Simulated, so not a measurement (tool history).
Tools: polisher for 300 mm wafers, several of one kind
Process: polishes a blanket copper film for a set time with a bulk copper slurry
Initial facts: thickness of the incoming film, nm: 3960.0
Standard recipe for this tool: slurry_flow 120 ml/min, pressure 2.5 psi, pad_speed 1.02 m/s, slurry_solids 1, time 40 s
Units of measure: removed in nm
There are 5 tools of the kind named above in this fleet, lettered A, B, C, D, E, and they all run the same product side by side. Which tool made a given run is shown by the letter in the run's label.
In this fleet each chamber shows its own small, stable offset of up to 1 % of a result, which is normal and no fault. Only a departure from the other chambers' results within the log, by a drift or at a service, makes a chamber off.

{"run": "1C", "hour": 9.0, "slurry_flow": 120, "pressure": 2.5, "pad_speed": 1.02, "slurry_solids": 1, "time": 40, "removed": 398.33}
{"run": "2A", "hour": 20.0, "slurry_flow": 120, "pressure": 2.5, "pad_speed": 1.02, "slurry_solids": 1, "time": 40, "removed": 383.69}
{"hour": 22.4, "done": "chamber D: slurry blender recalibrated"}
{"hour": 26.7, "done": "chamber A: worn pad replaced by a new one"}
{"run": "3B", "hour": 27.5, "slurry_flow": 120, "pressure": 2.5, "pad_speed": 1.02, "slurry_solids": 1, "time": 40, "removed": 393.23}
{"run": "4D", "hour": 37.2, "slurry_flow": 120, "pressure": 2.5, "pad_speed": 1.02, "slurry_solids": 1, "time": 40, "removed": 388.82}
{"hour": 37.6, "done": "chamber C: worn pad replaced by a new one"}
{"hour": 42.7, "done": "chamber B: slurry blender recalibrated"}
{"run": "5E", "hour": 46.0, "slurry_flow": 120, "pressure": 2.5, "pad_speed": 1.02, "slurry_solids": 1, "time": 40, "removed": 389.54}
{"hour": 52.1, "done": "chamber B: worn pad replaced by a new one"}
{"hour": 53.0, "done": "chamber E: worn pad replaced by a new one"}
{"run": "6A", "hour": 54.4, "slurry_flow": 120, "pressure": 2.5, "pad_speed": 1.02, "slurry_solids": 1, "time": 40, "removed": 397.29}
{"run": "7E", "hour": 66.2, "slurry_flow": 120, "pressure": 2.5, "pad_speed": 1.02, "slurry_solids": 1, "time": 40, "removed": 379.18}
{"hour": 72.7, "done": "chamber E: slurry blender recalibrated"}
{"run": "8C", "hour": 76.7, "slurry_flow": 120, "pressure": 2.5, "pad_speed": 1.34, "slurry_solids": 1.15, "time": 40, "removed": 526.66}
{"hour": 83.0, "done": "chamber E: head pressure recalibrated"}
{"run": "9B", "hour": 86.6, "slurry_flow": 120, "pressure": 2.5, "pad_speed": 1.34, "slurry_solids": 1.15, "time": 40, "removed": 523.37}
{"hour": 87.5, "done": "chamber D: worn pad replaced by a new one"}
{"run": "10D", "hour": 95.5, "slurry_flow": 120, "pressure": 2.5, "pad_speed": 1.34, "slurry_solids": 1.15, "time": 40, "removed": 520.92}
{"hour": 97.9, "done": "chamber C: slurry blender recalibrated"}
{"run": "11E", "hour": 102.1, "slurry_flow": 120, "pressure": 2.5, "pad_speed": 1.34, "slurry_solids": 1.15, "time": 40, "removed": 533.93}
{"hour": 106.9, "done": "chamber A: head pressure recalibrated"}
{"run": "12D", "hour": 113.4, "slurry_flow": 120, "pressure": 2.5, "pad_speed": 1.34, "slurry_solids": 1.15, "time": 40, "removed": 533.6}
{"hour": 120.8, "done": "chamber C: worn pad replaced by a new one"}
{"run": "13C", "hour": 123.6, "slurry_flow": 120, "pressure": 2.5, "pad_speed": 1.02, "slurry_solids": 1, "time": 40, "removed": 394.46}
{"run": "14A", "hour": 133.2, "slurry_flow": 120, "pressure": 2.5, "pad_speed": 1.02, "slurry_solids": 1, "time": 40, "removed": 442.22}
{"run": "15B", "hour": 143.4, "slurry_flow": 120, "pressure": 2.2, "pad_speed": 1.02, "slurry_solids": 0.85, "time": 40, "removed": 327.68}
{"run": "16A", "hour": 154.6, "slurry_flow": 120, "pressure": 2.2, "pad_speed": 1.02, "slurry_solids": 0.85, "time": 40, "removed": 374.45}
{"run": "17E", "hour": 162.0, "slurry_flow": 120, "pressure": 2.2, "pad_speed": 1.02, "slurry_solids": 0.85, "time": 40, "removed": 327.18}
{"run": "18D", "hour": 169.8, "slurry_flow": 120, "pressure": 2.2, "pad_speed": 1.02, "slurry_solids": 0.85, "time": 40, "removed": 332.32}
{"hour": 172.1, "done": "chamber E: slurry nozzle cleaned"}
{"hour": 176.9, "done": "chamber D: slurry blender recalibrated"}
{"run": "19C", "hour": 180.2, "slurry_flow": 120, "pressure": 2.2, "pad_speed": 1.02, "slurry_solids": 0.85, "time": 40, "removed": 329.14}
{"hour": 190.3, "done": "chamber A: slurry nozzle cleaned"}
{"run": "20B", "hour": 193.3, "slurry_flow": 120, "pressure": 2.5, "pad_speed": 1.02, "slurry_solids": 1, "time": 40, "removed": 389.97}
{"hour": 199.1, "done": "chamber A: slurry blender recalibrated"}
{"run": "21C", "hour": 204.0, "slurry_flow": 120, "pressure": 2.5, "pad_speed": 1.02, "slurry_solids": 1, "time": 40, "removed": 395.44}
{"run": "22E", "hour": 213.5, "slurry_flow": 120, "pressure": 2.9, "pad_speed": 1.16, "slurry_solids": 1, "time": 40, "removed": 511.17}
{"hour": 214.0, "done": "chamber C: slurry nozzle cleaned"}
{"hour": 214.9, "done": "chamber A: worn pad replaced by a new one"}
{"run": "23B", "hour": 220.2, "slurry_flow": 120, "pressure": 2.9, "pad_speed": 1.16, "slurry_solids": 1, "time": 40, "removed": 514.69}
{"hour": 220.8, "done": "chamber C: worn pad replaced by a new one"}
{"run": "24A", "hour": 229.5, "slurry_flow": 120, "pressure": 2.9, "pad_speed": 1.16, "slurry_solids": 1, "time": 40, "removed": 569.4}
{"hour": 236.8, "done": "chamber B: slurry blender recalibrated"}
{"run": "25D", "hour": 242.4, "slurry_flow": 120, "pressure": 2.9, "pad_speed": 1.16, "slurry_solids": 1, "time": 40, "removed": 513.07}
{"hour": 242.8, "done": "chamber B: slurry nozzle cleaned"}
{"hour": 245.9, "done": "chamber D: worn pad replaced by a new one"}
{"hour": 247.9, "done": "chamber E: worn pad replaced by a new one"}
{"run": "26D", "hour": 251.8, "slurry_flow": 120, "pressure": 2.9, "pad_speed": 1.16, "slurry_solids": 1, "time": 40, "removed": 500.94}
{"run": "27A", "hour": 264.8, "slurry_flow": 120, "pressure": 2.5, "pad_speed": 1.02, "slurry_solids": 1, "time": 40, "removed": 443.05}
{"hour": 266.4, "done": "chamber B: worn pad replaced by a new one"}
{"run": "28B", "hour": 274.2, "slurry_flow": 120, "pressure": 2.5, "pad_speed": 1.02, "slurry_solids": 1, "time": 40, "removed": 386.42}
{"run": "29C", "hour": 286.9, "slurry_flow": 120, "pressure": 2.5, "pad_speed": 1.02, "slurry_solids": 1, "time": 40, "removed": 396.45}
{"run": "30E", "hour": 297.9, "slurry_flow": 120, "pressure": 2.5, "pad_speed": 1.02, "slurry_solids": 1, "time": 40, "removed": 386.76}
{"hour": 298.6, "done": "chamber C: worn pad replaced by a new one"}
{"run": "31C", "hour": 304.3, "slurry_flow": 120, "pressure": 2.5, "pad_speed": 1.02, "slurry_solids": 1, "time": 40, "removed": 403.85}
{"run": "32B", "hour": 316.6, "slurry_flow": 120, "pressure": 2.5, "pad_speed": 1.02, "slurry_solids": 1, "time": 40, "removed": 392.83}

Next, all 5 chambers run the settings below, one line each with question marks for the results. What does each chamber give?
{"run": "33A", "hour": 326.3, "slurry_flow": 120, "pressure": 2.5, "pad_speed": 1.02, "slurry_solids": 1, "time": 40, "removed": "?"}
{"run": "33B", "hour": 326.3, "slurry_flow": 120, "pressure": 2.5, "pad_speed": 1.02, "slurry_solids": 1, "time": 40, "removed": "?"}
{"run": "33C", "hour": 326.3, "slurry_flow": 120, "pressure": 2.5, "pad_speed": 1.02, "slurry_solids": 1, "time": 40, "removed": "?"}
{"run": "33D", "hour": 326.3, "slurry_flow": 120, "pressure": 2.5, "pad_speed": 1.02, "slurry_solids": 1, "time": 40, "removed": "?"}
{"run": "33E", "hour": 326.3, "slurry_flow": 120, "pressure": 2.5, "pad_speed": 1.02, "slurry_solids": 1, "time": 40, "removed": "?"}

run=33A removed=441.22
run=33B removed=396.89
run=33C removed=400.31
run=33D removed=386.67
run=33E removed=393.6
